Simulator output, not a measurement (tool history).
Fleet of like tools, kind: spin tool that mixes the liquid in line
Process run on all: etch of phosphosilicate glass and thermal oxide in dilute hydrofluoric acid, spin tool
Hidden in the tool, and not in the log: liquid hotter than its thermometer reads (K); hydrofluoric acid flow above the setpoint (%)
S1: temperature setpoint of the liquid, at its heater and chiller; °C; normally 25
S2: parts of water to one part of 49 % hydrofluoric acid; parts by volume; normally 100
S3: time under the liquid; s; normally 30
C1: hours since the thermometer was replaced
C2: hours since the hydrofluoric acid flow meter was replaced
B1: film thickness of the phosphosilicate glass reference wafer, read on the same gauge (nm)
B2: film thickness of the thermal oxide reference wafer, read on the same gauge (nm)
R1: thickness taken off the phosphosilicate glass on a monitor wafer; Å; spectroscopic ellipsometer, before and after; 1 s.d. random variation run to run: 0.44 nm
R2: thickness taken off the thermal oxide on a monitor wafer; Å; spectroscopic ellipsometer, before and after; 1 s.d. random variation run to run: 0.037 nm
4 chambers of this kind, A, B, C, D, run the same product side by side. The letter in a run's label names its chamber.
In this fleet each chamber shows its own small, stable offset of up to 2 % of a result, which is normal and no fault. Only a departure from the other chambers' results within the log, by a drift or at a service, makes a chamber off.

Run 1B, hour 3.4: usual settings; C1 951.4; C2 991.9; B1 120.01; B2 100.03. Result: R1 623.6 Å, R2 15.297 Å.
Run 2D, hour 7.6: usual settings; C1 790.2; C2 105.8; B1 120; B2 100.03. Result: R1 634.15 Å, R2 14.544 Å.
Run 3C, hour 10.9: usual settings; C1 764.8; C2 2669.8; B1 120; B2 100.02. Result: R1 630.49 Å, R2 15.511 Å.
Run 4A, hour 15.1: usual settings; C1 569.5; C2 254.3; B1 119.99; B2 100.01. Result: R1 629.33 Å, R2 15.088 Å.
Run 5A, hour 17.4: usual settings; C1 571.8; C2 256.6; B1 120.01; B2 100.01. Result: R1 629.02 Å, R2 15.05 Å.
Run 6C, hour 20.8: usual settings; C1 774.7; C2 2679.7; B1 119.98; B2 99.981. Result: R1 629.73 Å, R2 15.978 Å.
Run 7D, hour 24.6: usual settings; C1 807.2; C2 122.8; B1 119.98; B2 99.966. Result: R1 632.69 Å, R2 14.975 Å.
Run 8B, hour 27: usual settings; C1 975; C2 1015.5; B1 120; B2 99.996. Result: R1 623.7 Å, R2 15.158 Å.
Run 9D, hour 29.9: usual settings; C1 812.5; C2 128.1; B1 119.99; B2 100.02. Result: R1 634.46 Å, R2 15.002 Å.
Run 10B, hour 34.1: usual settings; C1 982.1; C2 1022.6; B1 120; B2 100.02. Result: R1 630.75 Å, R2 15.43 Å.
Run 11C, hour 38.6: usual settings; C1 792.5; C2 2697.5; B1 120.02; B2 100.01. Result: R1 630.18 Å, R2 15.046 Å.
Run 12A, hour 42: usual settings but S2 120 parts by volume; C1 596.4; C2 281.2; B1 119.98; B2 99.99. Result: R1 512.82 Å, R2 12.512 Å.
Run 13A, hour 45: usual settings but S2 120 parts by volume; C1 599.4; C2 284.2; B1 119.98; B2 99.996. Result: R1 515.59 Å, R2 12.4 Å.
Run 14D, hour 47.5: usual settings but S2 120 parts by volume; C1 830.1; C2 145.7; B1 120; B2 99.984. Result: R1 504.22 Å, R2 11.977 Å.
Run 15C, hour 52: usual settings but S2 120 parts by volume; C1 805.9; C2 2710.9; B1 119.98; B2 100.01. Result: R1 510.2 Å, R2 12.343 Å.
Run 16B, hour 54.3: usual settings; C1 1002.3; C2 1042.8; B1 120; B2 99.99. Result: R1 625.35 Å, R2 15.482 Å.
Run 17C, hour 58.5: usual settings; C1 812.4; C2 2717.4; B1 119.99; B2 100.01. Result: R1 627.46 Å, R2 15.88 Å.
Run 18A, hour 61.6: usual settings; C1 616; C2 300.8; B1 119.99; B2 99.995. Result: R1 628.73 Å, R2 14.837 Å.
Run 19B, hour 64: usual settings; C1 1012; C2 1052.5; B1 120; B2 100.06. Result: R1 626.66 Å, R2 14.866 Å.
At hour 66.3: chamber B: thermometer replaced.
Run 20D, hour 68.1: usual settings; C1 850.7; C2 166.3; B1 119.98; B2 100.03. Result: R1 633.6 Å, R2 15.469 Å.
Run 21A, hour 72.4: usual settings; C1 626.8; C2 311.6; B1 120.01; B2 100. Result: R1 617.62 Å, R2 15.385 Å.
Run 22C, hour 75.9: usual settings; C1 829.8; C2 2734.8; B1 120.01; B2 100.05. Result: R1 625.55 Å, R2 15.196 Å.
At hour 80.3: chamber A: thermometer replaced.
Run 23D, hour 80.5: usual settings; C1 863.1; C2 178.7; B1 120; B2 100. Result: R1 632.36 Å, R2 14.627 Å.
Run 24B, hour 83.2: usual settings; C1 17; C2 1071.7; B1 120; B2 100.01. Result: R1 623.69 Å, R2 15.153 Å.
At hour 87.1: chamber C: hydrofluoric acid flow meter replaced.
Run 25C, hour 87.1: usual settings; C1 841; C2 0; B1 119.98; B2 100.03. Result: R1 630.69 Å, R2 15.304 Å.
Run 26D, hour 89.5: usual settings; C1 872.1; C2 187.7; B1 119.98; B2 100. Result: R1 630.46 Å, R2 15.787 Å.
Run 27B, hour 93: usual settings; C1 26.8; C2 1081.5; B1 120.03; B2 99.993. Result: R1 617.05 Å, R2 16.02 Å.
Run 28A, hour 96.8: usual settings; C1 16.6; C2 336; B1 120; B2 100.02. Result: R1 620.69 Å, R2 15.599 Å.
Run 29A, hour 99.4: usual settings; C1 19.2; C2 338.6; B1 120; B2 100.03. Result: R1 624.18 Å, R2 14.926 Å.
Run 30C, hour 103.6: usual settings; C1 857.5; C2 16.5; B1 120.02; B2 100.01. Result: R1 629.68 Å, R2 14.596 Å.
Run 31D, hour 107.6: usual settings; C1 890.2; C2 205.8; B1 120.01; B2 100.01. Result: R1 639.16 Å, R2 15.428 Å.
Run 32B, hour 111.9: usual settings; C1 45.7; C2 1100.4; B1 119.99; B2 99.983. Result: R1 628.73 Å, R2 15.259 Å.
Run 33D, hour 115.6: usual settings; C1 898.2; C2 213.8; B1 120.02; B2 100.02. Result: R1 632.07 Å, R2 15.088 Å.
Run 34C, hour 117.9: usual settings; C1 871.8; C2 30.8; B1 119.99; B2 100.03. Result: R1 622.74 Å, R2 15.721 Å.

The same settings go to every chamber for the next run, one line per chamber below. Forecast the results for each:
Run 35A, hour 121.7: usual settings but S1 29 °C. Result: R1 ?, R2 ?.
Run 35B, hour 121.7: usual settings but S1 29 °C. Result: R1 ?, R2 ?.
Run 35C, hour 121.7: usual settings but S1 29 °C. Result: R1 ?, R2 ?.
Run 35D, hour 121.7: usual settings but S1 29 °C. Result: R1 ?, R2 ?.

run      R1      R2
35A  735.93  17.487
35B  735.94  17.456
35C  734.09  17.259
35D  730.24  17.125

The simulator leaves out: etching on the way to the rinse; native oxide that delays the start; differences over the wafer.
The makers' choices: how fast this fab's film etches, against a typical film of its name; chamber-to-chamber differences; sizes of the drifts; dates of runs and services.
